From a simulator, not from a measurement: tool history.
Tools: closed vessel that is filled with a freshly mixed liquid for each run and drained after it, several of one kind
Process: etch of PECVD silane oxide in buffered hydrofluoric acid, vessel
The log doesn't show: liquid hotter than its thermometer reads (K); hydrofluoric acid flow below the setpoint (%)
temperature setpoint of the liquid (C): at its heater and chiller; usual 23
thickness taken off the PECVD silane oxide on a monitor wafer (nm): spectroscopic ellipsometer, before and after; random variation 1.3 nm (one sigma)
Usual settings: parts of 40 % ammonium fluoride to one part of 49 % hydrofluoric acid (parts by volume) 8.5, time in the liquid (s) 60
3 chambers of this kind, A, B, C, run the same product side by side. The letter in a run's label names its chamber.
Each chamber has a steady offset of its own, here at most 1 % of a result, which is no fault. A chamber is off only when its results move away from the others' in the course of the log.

run	hour	temperature setpoint of the liquid (C)	parts of 40 % ammonium fluoride to one part of 49 % hydrofluoric acid (parts by volume)	time in the liquid (s)	hours since the thermometer was replaced	hours since the hydrofluoric acid flow meter was replaced	read-back film thickness of the PECVD silane oxide reference wafer, read on the same gauge (nm)	thickness taken off the PECVD silane oxide on a monitor wafer (nm)
1C	3.5	23	8.5	60	95.3	440.3	80.025	160.27
2B	6.1	23	8.5	60	1438.6	418.7	80.009	161.8
3A	8.3	23	8.5	60	1414.6	1973.8	80.014	161.54
4B	11.5	23	8.5	60	1444	424.1	80	161.75
5A	15.6	23	8.5	60	1421.9	1981.1	80.02	161.47
6C	17.5	23	8.5	60	109.3	454.3	79.963	161.36
7A	20.5	23	8.5	60	1426.8	1986	79.985	163.98
8B	23.9	23	8.5	60	1456.4	436.5	80.016	164.85
9C	27.6	23	6	60	119.4	464.4	80.003	228.99
10C	31.6	23	6	60	123.4	468.4	79.977	224.68
11B	35.2	23	6	60	1467.7	447.8	80.014	225.74
12A	38	24.5	8.5	95	1444.3	2003.5	80.002	275.49
13B	42.1	24.5	8.5	95	1474.6	454.7	80.033	278.25
14C	44.4	24.5	8.5	95	136.2	481.2	80.033	278.43
15A	46.4	23	8.5	60	1452.7	2011.9	80.017	164.76
16B	48.4	23	8.5	60	1480.9	461	79.997	159.58
17C	51.3	23	8.5	60	143.1	488.1	79.987	161.05
18A	54.9	23	8.5	60	1461.2	2020.4	79.994	162.97
19C	57.4	25.5	8.5	70	149.2	494.2	79.991	213.61
20B	61.2	25.5	8.5	70	1493.7	473.8	79.977	219.52
21A	64	25.5	8.5	70	1470.3	2029.5	79.995	216.16
22C	67.1	23	8.5	60	158.9	503.9	79.998	161.26
23A	69.4	23	8.5	60	1475.7	2034.9	79.98	160.73
24B	73.4	23	8.5	60	1505.9	486	79.992	162.97
25B	77	23	8.5	60	1509.5	489.6	79.977	163.92
26A	79.6	23	8.5	60	1485.9	2045.1	79.976	159.82
27C	81.6	19.5	5.5	60	173.4	518.4	80.013	201.73
28A	84	19.5	5.5	60	1490.3	2049.5	79.997	206.21
29C	86.5	19.5	5.5	60	178.3	523.3	80.016	199.95
# hour 86.7: chamber A: thermometer replaced
30B	88.6	23	8.5	60	1521.1	501.2	80.01	162.06
31B	92.2	23	8.5	60	1524.7	504.8	79.983	162.68
32C	94.6	23	8.5	60	186.4	531.4	79.995	162.28
33A	97.6	23	8.5	60	10.9	2063.1	79.98	164.34
34A	100	23	8.5	60	13.3	2065.5	80.002	162.4

All 3 chambers run these settings next. Forecast each chamber's results:
35A	103.1	23	8.5	60				?
35B	103.1	23	8.5	60				?
35C	103.1	23	8.5	60				?

run	thickness taken off the PECVD silane oxide on a monitor wafer (nm)
35A	159.58
35B	159.43
35C	160.82

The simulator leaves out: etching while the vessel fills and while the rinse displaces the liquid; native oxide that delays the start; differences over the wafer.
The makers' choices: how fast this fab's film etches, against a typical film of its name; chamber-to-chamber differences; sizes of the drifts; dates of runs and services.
